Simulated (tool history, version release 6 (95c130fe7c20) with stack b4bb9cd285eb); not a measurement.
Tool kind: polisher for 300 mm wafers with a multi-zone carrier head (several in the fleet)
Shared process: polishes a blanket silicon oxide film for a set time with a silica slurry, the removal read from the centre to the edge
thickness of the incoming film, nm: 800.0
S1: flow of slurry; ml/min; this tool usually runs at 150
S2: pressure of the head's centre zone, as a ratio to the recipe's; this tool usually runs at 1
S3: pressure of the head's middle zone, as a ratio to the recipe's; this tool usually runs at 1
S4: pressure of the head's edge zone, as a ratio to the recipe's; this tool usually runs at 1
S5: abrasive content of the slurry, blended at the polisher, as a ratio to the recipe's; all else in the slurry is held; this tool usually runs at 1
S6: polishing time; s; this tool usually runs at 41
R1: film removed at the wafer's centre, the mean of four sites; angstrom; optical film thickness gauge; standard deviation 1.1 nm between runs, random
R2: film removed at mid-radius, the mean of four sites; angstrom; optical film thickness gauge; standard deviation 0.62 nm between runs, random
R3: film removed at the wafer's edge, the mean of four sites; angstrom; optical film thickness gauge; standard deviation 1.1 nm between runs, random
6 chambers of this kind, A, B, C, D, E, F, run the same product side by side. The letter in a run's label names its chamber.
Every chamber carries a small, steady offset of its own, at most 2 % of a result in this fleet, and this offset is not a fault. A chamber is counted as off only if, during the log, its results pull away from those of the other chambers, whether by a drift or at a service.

run,hour,S1,S2,S3,S4,S5,S6,R1,R2,R3
# hour 5: chamber E: worn pad replaced by a new one
1F,12.8,150,1,1,1,1,41,862.68,867.32,851.74
# hour 19.7: chamber A: edge zone pressure recalibrated
2A,24.2,150,1,1,1,1,41,865.92,869.87,862.99
# hour 27.6: chamber C: worn pad replaced by a new one
3E,37,150,1,1,1,1,41,861.16,857.31,884.94
# hour 41.9: chamber B: worn pad replaced by a new one
4C,46.2,150,1,1,1,1,41,845.02,870.83,892.55
5B,54.7,150,1,1,1,1,41,879.16,870.13,877.06
# hour 55.8: chamber B: edge zone pressure recalibrated
# hour 56.2: chamber F: worn pad replaced by a new one
6D,62.4,150,1,1,1,1,41,867.35,872.47,891.76
7E,76.5,150,1,1,1,1,41,854.08,862.78,873.86
# hour 78.6: chamber D: worn pad replaced by a new one
# hour 88.3: chamber B: slurry nozzle cleaned
# hour 88.9: chamber E: worn pad replaced by a new one
8B,89.4,150,1,1,1.11,1,41,869.36,871.84,912.46
9C,99.9,150,1,1,1.11,1,41,859.54,865.15,940.46
# hour 107.8: chamber C: worn pad replaced by a new one
10A,113.6,150,1,1,1.11,1,41,865.72,869.89,912.54
# hour 117.1: chamber A: worn pad replaced by a new one
# hour 118: chamber F: edge zone pressure recalibrated
# hour 123.5: chamber B: worn pad replaced by a new one
11D,128.2,150,1,1,1.11,1,41,867.58,879.46,921.79
# hour 133.4: chamber A: slurry nozzle cleaned
12F,142.9,150,1,1,1.11,1,41,855.97,863.02,924.65
13F,151.5,150,1,1,1.11,1,41,858.43,872.37,908.61
14E,160.5,150,1,1,1,1,41,868.45,865.01,863.13
15A,169.2,150,1,1,1,1,41,858.93,862.65,860.95
# hour 170: chamber D: worn pad replaced by a new one
# hour 170.5: chamber E: worn pad replaced by a new one
# hour 178.5: chamber F: worn pad replaced by a new one
16C,180.2,150,1,1,1,1,41,859.92,881.59,873.94
# hour 190.5: chamber C: worn pad replaced by a new one
17D,191.5,150,1,1,1,1,41,899.47,876.4,891.52
18B,198.5,150,1,1,1,1,41,876.75,873.67,871.64
19E,206.3,150,1,1,1,1,41,856.95,864.67,864.15
# hour 208: chamber B: worn pad replaced by a new one
20D,214,150,1,1,1,1,41,855.55,865,867.85
# hour 220.7: chamber E: slurry nozzle cleaned
# hour 223.9: chamber C: slurry nozzle cleaned
21F,228.5,150,0.91,0.91,1,1,41,760.06,800.3,862.66
22A,236,150,0.91,0.91,1,1,41,789.36,794.53,881.39
# hour 244.2: chamber A: worn pad replaced by a new one
23B,245.7,150,0.91,0.91,1,1,41,776.79,794.32,852.22
# hour 252.3: chamber F: centre zone pressure recalibrated
# hour 254: chamber D: edge zone pressure recalibrated
24C,254.9,150,0.91,0.91,1,1,41,782.59,803.97,898.65
# hour 255.4: chamber D: slurry nozzle cleaned
# hour 255.9: chamber E: centre zone pressure recalibrated
25E,264,150,0.91,0.91,1,1,41,728.22,796.09,861.5
# hour 266.7: chamber D: worn pad replaced by a new one
# hour 267.9: chamber E: worn pad replaced by a new one
26C,274,150,0.91,0.91,1,1,41,756.94,805.17,910.46
# hour 277.3: chamber C: worn pad replaced by a new one
27F,281.9,150,1,1,1,1,41,877.02,865.89,867.63
28D,294.2,150,1,1,1,1,41,865.5,866.12,892.68
# hour 298.4: chamber F: worn pad replaced by a new one
# hour 298.6: chamber B: worn pad replaced by a new one
29B,305.8,150,1,1,1,1.2,41,939.34,944.58,940.75
30A,318.2,150,1,1,1,1.2,41,944.99,937.04,955.21
# hour 327.3: chamber C: edge zone pressure recalibrated
31F,331.3,150,1,1,1,1.2,41,926.76,931.47,942.73
32C,337.8,150,1,1,1,1.2,41,928.19,940.61,945.41
# hour 347.8: chamber E: edge zone pressure recalibrated
33A,348.4,150,1,1,1,1.2,41,954.58,947.76,943.07
# hour 348.7: chamber E: worn pad replaced by a new one
# hour 349.3: chamber A: worn pad replaced by a new one
# hour 354.5: chamber C: worn pad replaced by a new one
# hour 355.4: chamber D: centre zone pressure recalibrated
# hour 358: chamber D: worn pad replaced by a new one
34D,361.8,150,1,1,1,1.2,41,935.66,932.44,926.06
# hour 367.5: chamber B: centre zone pressure recalibrated
35B,376,150,1,1,1,1,41,849.81,885.84,868.43
36E,385.8,150,1,1,1,1,41,809.75,872.92,864.24
37C,400.4,150,1,1,1,1,41,849.68,865.98,878.76
38A,412.1,175,1,1,1,1,54,1172.5,1165.3,1163.3
39D,424.4,175,1,1,1,1,54,1174.8,1178.9,1171.3

All chambers now run identical settings, listed one chamber a line with results as question marks. What results will each chamber show?
40A,435,150,0.94,1,1,1,41,?,?,?
40B,435,150,0.94,1,1,1,41,?,?,?
40C,435,150,0.94,1,1,1,41,?,?,?
40D,435,150,0.94,1,1,1,41,?,?,?
40E,435,150,0.94,1,1,1,41,?,?,?
40F,435,150,0.94,1,1,1,41,?,?,?

run,R1,R2,R3
40A,818.72,868.5,877.8
40B,789.25,877.48,863.24
40C,800.38,866.67,859
40D,819.14,869.29,890.95
40E,753.41,870.88,860.46
40F,811.94,874.2,873.44
